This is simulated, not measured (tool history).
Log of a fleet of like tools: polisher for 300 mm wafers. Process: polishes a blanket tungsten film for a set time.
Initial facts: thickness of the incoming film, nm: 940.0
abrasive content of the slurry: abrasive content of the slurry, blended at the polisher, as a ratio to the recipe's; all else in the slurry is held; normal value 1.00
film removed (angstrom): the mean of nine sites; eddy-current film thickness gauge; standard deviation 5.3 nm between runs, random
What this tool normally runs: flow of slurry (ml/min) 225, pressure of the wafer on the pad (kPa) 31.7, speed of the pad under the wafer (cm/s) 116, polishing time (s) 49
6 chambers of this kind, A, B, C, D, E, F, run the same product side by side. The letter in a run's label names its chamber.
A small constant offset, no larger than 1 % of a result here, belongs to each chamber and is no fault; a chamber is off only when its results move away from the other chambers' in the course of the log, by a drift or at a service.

run	hour	flow of slurry (ml/min)	pressure of the wafer on the pad (kPa)	speed of the pad under the wafer (cm/s)	abrasive content of the slurry	polishing time (s)	film removed (angstrom)
1A	7.1	225	31.7	116	1.00	49	3705.1
# hour 10.7: chamber E: slurry tank refilled with fresh slurry and peroxide
# hour 13.3: chamber B: worn pad replaced by a new one
2D	14.4	225	31.7	116	1.00	49	3550.5
# hour 18.2: chamber E: worn pad replaced by a new one
3F	19.7	225	31.7	116	1.00	49	3692.1
# hour 21.8: chamber D: slurry tank refilled with fresh slurry and peroxide
4C	26.3	225	31.7	116	1.00	49	3703.9
5E	30.4	225	31.7	116	1.00	49	3656.3
# hour 31.1: chamber D: worn pad replaced by a new one
# hour 31.6: chamber C: slurry blender recalibrated
6B	34.2	225	31.7	116	1.00	49	3722.2
# hour 34.9: chamber A: slurry tank refilled with fresh slurry and peroxide
# hour 36.5: chamber F: worn pad replaced by a new one
7B	41.9	225	31.7	142	1.00	49	4466.2
# hour 43.2: chamber A: slurry blender recalibrated
# hour 43.9: chamber C: worn pad replaced by a new one
8E	46.6	225	31.7	142	1.00	49	4433.0
9D	54.2	225	31.7	142	1.00	49	4426.9
# hour 55.0: chamber A: slurry nozzle cleaned
10F	60.6	225	31.7	142	1.00	49	4431.2
# hour 64.0: chamber A: worn pad replaced by a new one
11A	65.6	225	31.7	142	1.00	49	4427.7
# hour 70.0: chamber F: head pressure recalibrated
12C	73.0	225	31.7	142	1.00	49	4531.8
# hour 79.0: chamber B: worn pad replaced by a new one
13B	80.1	225	31.7	116	1.00	49	3661.1
# hour 81.5: chamber D: worn pad replaced by a new one
14D	87.5	225	31.7	116	1.00	49	3673.6
# hour 91.7: chamber E: worn pad replaced by a new one
15A	93.9	225	31.7	116	1.00	49	3556.2
16C	101.8	225	31.7	116	1.00	49	3558.2
17F	106.0	225	31.7	116	1.00	49	3608.3
18E	113.2	225	31.7	116	1.00	49	3679.6
# hour 113.9: chamber F: slurry tank refilled with fresh slurry and peroxide
19C	117.1	225	42.7	116	1.00	36	3595.0
# hour 120.6: chamber F: slurry blender recalibrated
# hour 120.8: chamber C: slurry tank refilled with fresh slurry and peroxide
20F	121.6	225	42.7	116	1.00	36	3619.1
21A	130.3	225	42.7	116	1.00	36	3620.6
# hour 131.3: chamber A: worn pad replaced by a new one
# hour 134.1: chamber D: worn pad replaced by a new one
22E	134.9	225	42.7	116	1.00	36	3614.9
# hour 138.5: chamber D: slurry tank refilled with fresh slurry and peroxide
23D	143.0	225	42.7	116	1.00	36	3583.2
# hour 143.4: chamber B: worn pad replaced by a new one
# hour 143.9: chamber C: worn pad replaced by a new one
24B	149.0	225	42.7	116	1.00	36	3398.8
25F	157.1	225	31.7	116	1.00	49	3681.5
# hour 157.6: chamber D: head pressure recalibrated
# hour 160.3: chamber D: slurry nozzle cleaned
26A	163.4	225	31.7	116	1.00	49	3583.0
# hour 164.9: chamber E: worn pad replaced by a new one
# hour 169.6: chamber F: worn pad replaced by a new one
27E	171.4	225	31.7	116	1.00	49	3629.9
28B	178.1	225	31.7	116	1.00	49	3417.4
# hour 179.2: chamber C: slurry nozzle cleaned
# hour 180.6: chamber C: slurry blender recalibrated
# hour 184.5: chamber A: slurry tank refilled with fresh slurry and peroxide
29D	185.6	225	31.7	116	1.00	49	3766.8
30C	193.6	225	31.7	116	1.00	49	3701.7
# hour 194.8: chamber D: worn pad replaced by a new one
31F	198.7	225	31.7	116	1.00	49	3681.4
32A	204.1	225	31.7	116	1.00	49	3591.5
# hour 205.8: chamber E: slurry tank refilled with fresh slurry and peroxide
33D	208.3	225	31.7	116	1.00	49	3637.9
# hour 209.7: chamber B: worn pad replaced by a new one
# hour 210.5: chamber A: worn pad replaced by a new one
34C	215.7	225	31.7	116	1.00	49	3747.5
35B	222.7	295	31.7	116	1.00	49	3342.7
# hour 226.6: chamber E: head pressure recalibrated
36E	229.0	295	31.7	116	1.00	49	3778.9
# hour 234.1: chamber E: worn pad replaced by a new one
37A	234.1	295	31.7	116	1.00	49	3810.1
38C	242.3	295	31.7	116	1.00	49	3703.6
39E	246.4	295	31.7	116	1.00	49	3767.6
# hour 247.1: chamber D: worn pad replaced by a new one
40D	250.8	295	31.7	116	1.00	49	3733.2
# hour 253.1: chamber B: slurry blender recalibrated
41F	259.5	225	31.7	116	0.75	49	3543.3
# hour 260.2: chamber B: slurry nozzle cleaned
# hour 265.4: chamber F: slurry nozzle cleaned
42B	268.4	225	31.7	116	0.75	49	2838.4
43A	273.1	225	31.7	116	0.75	49	3317.4
44F	277.5	225	31.7	116	0.75	49	3443.9

What goes on in this fleet: one chamber off, a drifting gauge, or nothing beyond the chambers' own small offsets? Name the chamber and the cause, if any.

One chamber, B, drifts off from the rest bit by bit.
Likeliest cause: peroxide lost from the slurry, % = 39.3.

Here are 4 candidates for chamber B's next run, each the usual settings with a change, their results left as question marks. Which one brings its results back in line with what the others give on the usual settings?
In line here means within this much of the mean the other chambers give on the usual settings: film removed (angstrom) 180.0
45B-1	283.9	225	31.7	128	1.00	49	?
45B-2	283.9	225	29.6	108	1.00	46	?
45B-3	283.9	230	35.2	116	1.00	54	?
45B-4	283.9	225	30.3	112	1.00	47	?

Other chambers, usual settings, mean: film removed (angstrom) 3650.8
run	film removed (angstrom)
45B-1	3285.6
45B-2	2433.9
45B-3	3640.8
45B-4	2638.3
45B-3 is the one that brings the chamber's results back in line with the other chambers.

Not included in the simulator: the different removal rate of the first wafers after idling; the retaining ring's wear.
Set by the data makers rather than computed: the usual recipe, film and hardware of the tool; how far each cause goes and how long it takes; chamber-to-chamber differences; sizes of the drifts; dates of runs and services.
